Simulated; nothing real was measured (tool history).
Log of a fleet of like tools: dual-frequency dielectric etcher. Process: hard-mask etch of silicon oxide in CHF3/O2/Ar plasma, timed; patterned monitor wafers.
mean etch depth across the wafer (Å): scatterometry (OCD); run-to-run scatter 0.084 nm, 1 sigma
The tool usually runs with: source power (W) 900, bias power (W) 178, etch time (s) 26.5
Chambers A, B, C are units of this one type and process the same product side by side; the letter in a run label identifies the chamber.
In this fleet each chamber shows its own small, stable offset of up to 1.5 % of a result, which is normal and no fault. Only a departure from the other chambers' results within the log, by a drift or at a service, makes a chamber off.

run,day,source power (W),bias power (W),etch time (s),"read-back reference wafer on the same gauge, depth_nm",mean etch depth across the wafer (Å)
1B,0.338,900,178,26.5,73.081,601.82
2C,0.583,900,178,26.5,73.054,605.95
3A,0.938,900,178,26.5,73.047,603.78
4A,1.312,900,178,26.5,73.026,605.9
5B,1.579,900,178,26.5,73.024,600.02
6C,1.929,900,178,26.5,72.989,607.25
7A,2.204,900,178,26.5,72.998,602.36
8C,2.438,900,178,26.5,72.978,604.82
9B,2.633,900,178,26.5,72.946,600.68
10C,3.021,900,178,26.5,72.921,606.55
11A,3.371,900,194,26.5,72.935,621.04
12B,3.667,900,194,26.5,72.885,617.56
13B,3.979,900,194,26.5,72.874,616.19
14C,4.196,900,178,26.5,72.872,605.7
15A,4.529,900,178,26.5,72.845,602.57
16C,4.733,900,178,26.5,72.817,604.27
17B,5,900,178,26.5,72.813,600.28
18A,5.304,900,178,26.5,72.805,603.05
19A,5.496,900,178,26.5,72.803,602.65
20C,5.683,900,178,26.5,72.808,606.01
21B,6.021,900,178,26.5,72.771,600.28
22B,6.421,900,178,26.5,72.727,599.54
23C,6.679,900,178,26.5,72.737,604.02
24A,7.004,900,178,23.5,72.722,533.78
25C,7.321,900,178,23.5,72.713,535.75

Has any chamber moved away from the others, gradually or after a service, or does the common gauge drift, or do the chambers differ only by their own small steady offsets? State the chamber and the most likely cause if one applies.

The shared gauge is drifting. All chambers look as if they move in step, but none is off.
What lies behind it: gauge reads low (%) = 0.571.
